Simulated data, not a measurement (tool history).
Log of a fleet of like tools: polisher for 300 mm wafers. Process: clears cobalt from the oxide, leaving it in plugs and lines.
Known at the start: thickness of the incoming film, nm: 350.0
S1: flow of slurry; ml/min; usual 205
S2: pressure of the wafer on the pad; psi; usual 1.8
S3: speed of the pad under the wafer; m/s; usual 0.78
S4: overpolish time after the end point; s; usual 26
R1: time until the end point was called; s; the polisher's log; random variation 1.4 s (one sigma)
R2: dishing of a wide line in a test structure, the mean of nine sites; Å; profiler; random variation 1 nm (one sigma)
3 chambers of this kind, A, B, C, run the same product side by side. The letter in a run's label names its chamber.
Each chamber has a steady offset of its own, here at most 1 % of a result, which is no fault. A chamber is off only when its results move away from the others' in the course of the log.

| run | day | S1 | S2 | S3 | S4 | R1 | R2 |
|---|---|---|---|---|---|---|---|
| 1B | 0.358 | 205 | 1.8 | 0.78 | 26 | 103.700 | 493.18 |
| 2A | 0.796 | 205 | 1.8 | 0.78 | 26 | 103.780 | 454.26 |
|  | 0.883 | chamber C: slurry nozzle cleaned |
| 3C | 1.092 | 205 | 1.8 | 0.78 | 26 | 102.770 | 492.86 |
|  | 1.238 | chamber A: worn pad replaced by a new one |
| 4C | 1.333 | 205 | 1.8 | 0.78 | 26 | 103.360 | 480.98 |
| 5B | 1.654 | 205 | 1.8 | 0.78 | 26 | 105.250 | 491.02 |
| 6A | 1.954 | 205 | 1.8 | 0.78 | 26 | 106.100 | 482.01 |
| 7C | 2.383 | 205 | 1.8 | 0.78 | 26 | 103.690 | 480.66 |
| 8B | 2.817 | 205 | 1.8 | 0.78 | 26 | 103.550 | 491.67 |
| 9A | 3.229 | 205 | 1.8 | 0.78 | 26 | 102.250 | 483.04 |
| 10B | 3.546 | 205 | 1.8 | 0.78 | 26 | 101.610 | 492.75 |
|  | 3.704 | chamber A: slurry nozzle cleaned |
| 11A | 3.833 | 205 | 1.8 | 0.78 | 26 | 106.470 | 474.43 |
| 12C | 4.233 | 205 | 1.8 | 0.78 | 26 | 103.520 | 485.42 |
| 13C | 4.512 | 205 | 1.8 | 0.78 | 26 | 103.170 | 487.60 |
| 14B | 4.783 | 205 | 1.8 | 0.78 | 13 | 101.820 | 321.71 |
| 15A | 4.996 | 205 | 1.8 | 0.78 | 13 | 105.930 | 309.24 |
| 16C | 5.279 | 205 | 1.8 | 0.78 | 13 | 105.680 | 306.14 |
| 17B | 5.692 | 205 | 1.8 | 0.78 | 26 | 101.090 | 489.21 |
| 18A | 6.079 | 205 | 1.8 | 0.78 | 26 | 104.320 | 468.24 |
| 19A | 6.333 | 205 | 1.8 | 0.78 | 26 | 104.130 | 458.96 |
| 20B | 6.633 | 205 | 1.8 | 0.78 | 26 | 101.270 | 499.23 |
|  | 6.683 | chamber C: worn pad replaced by a new one |
| 21C | 6.925 | 205 | 1.8 | 0.78 | 26 | 104.930 | 495.11 |
|  | 7.088 | chamber B: head pressure recalibrated |
| 22C | 7.329 | 205 | 1.8 | 0.78 | 26 | 106.190 | 471.25 |
| 23A | 7.712 | 205 | 1.8 | 0.78 | 26 | 103.590 | 485.35 |
| 24B | 8.133 | 205 | 1.8 | 0.78 | 26 | 103.560 | 474.62 |
|  | 8.233 | chamber A: worn pad replaced by a new one |
| 25C | 8.338 | 205 | 1.8 | 0.78 | 26 | 101.620 | 469.17 |
| 26A | 8.675 | 205 | 1.8 | 0.78 | 26 | 106.700 | 483.20 |
| 27B | 9.079 | 205 | 1.8 | 0.78 | 26 | 101.320 | 502.21 |
| 28B | 9.479 | 205 | 1.8 | 0.78 | 26 | 104.880 | 472.16 |
|  | 9.638 | chamber B: worn pad replaced by a new one |
| 29C | 9.833 | 205 | 1.8 | 0.88 | 26 | 93.285 | 488.00 |
| 30A | 10.175 | 205 | 1.8 | 0.88 | 26 | 91.566 | 507.93 |
| 31C | 10.542 | 205 | 1.8 | 0.88 | 26 | 95.264 | 478.19 |
| 32B | 10.812 | 205 | 1.8 | 0.78 | 26 | 104.150 | 487.56 |
| 33A | 11.125 | 205 | 1.8 | 0.78 | 26 | 104.050 | 482.07 |
| 34A | 11.438 | 205 | 1.5 | 0.52 | 26 | 191.240 | 340.19 |
| 35B | 11.817 | 205 | 1.5 | 0.52 | 26 | 185.110 | 358.46 |
| 36C | 12.246 | 205 | 1.5 | 0.52 | 26 | 196.040 | 334.23 |
| 37B | 12.671 | 165 | 1.8 | 0.78 | 37 | 107.490 | 555.32 |
| 38C | 12.917 | 165 | 1.8 | 0.78 | 37 | 112.400 | 547.94 |
| 39A | 13.250 | 165 | 1.8 | 0.78 | 37 | 108.130 | 535.50 |
| 40A | 13.529 | 205 | 1.8 | 0.78 | 26 | 103.090 | 465.63 |
| 41B | 13.838 | 205 | 1.8 | 0.78 | 26 | 100.320 | 481.37 |
| 42C | 14.142 | 205 | 1.8 | 0.78 | 26 | 113.150 | 482.86 |
| 43A | 14.458 | 205 | 1.8 | 0.78 | 26 | 103.940 | 471.03 |

Next, every chamber runs the same settings. What will each give?
| 44A | 14.771 | 205 | 1.8 | 0.78 | 26 | ? | ? |
| 44B | 14.771 | 205 | 1.8 | 0.78 | 26 | ? | ? |
| 44C | 14.771 | 205 | 1.8 | 0.78 | 26 | ? | ? |

| run | R1 | R2 |
|---|---|---|
| 44A | 104.690 | 477.57 |
| 44B | 103.170 | 476.93 |
| 44C | 109.890 | 456.81 |
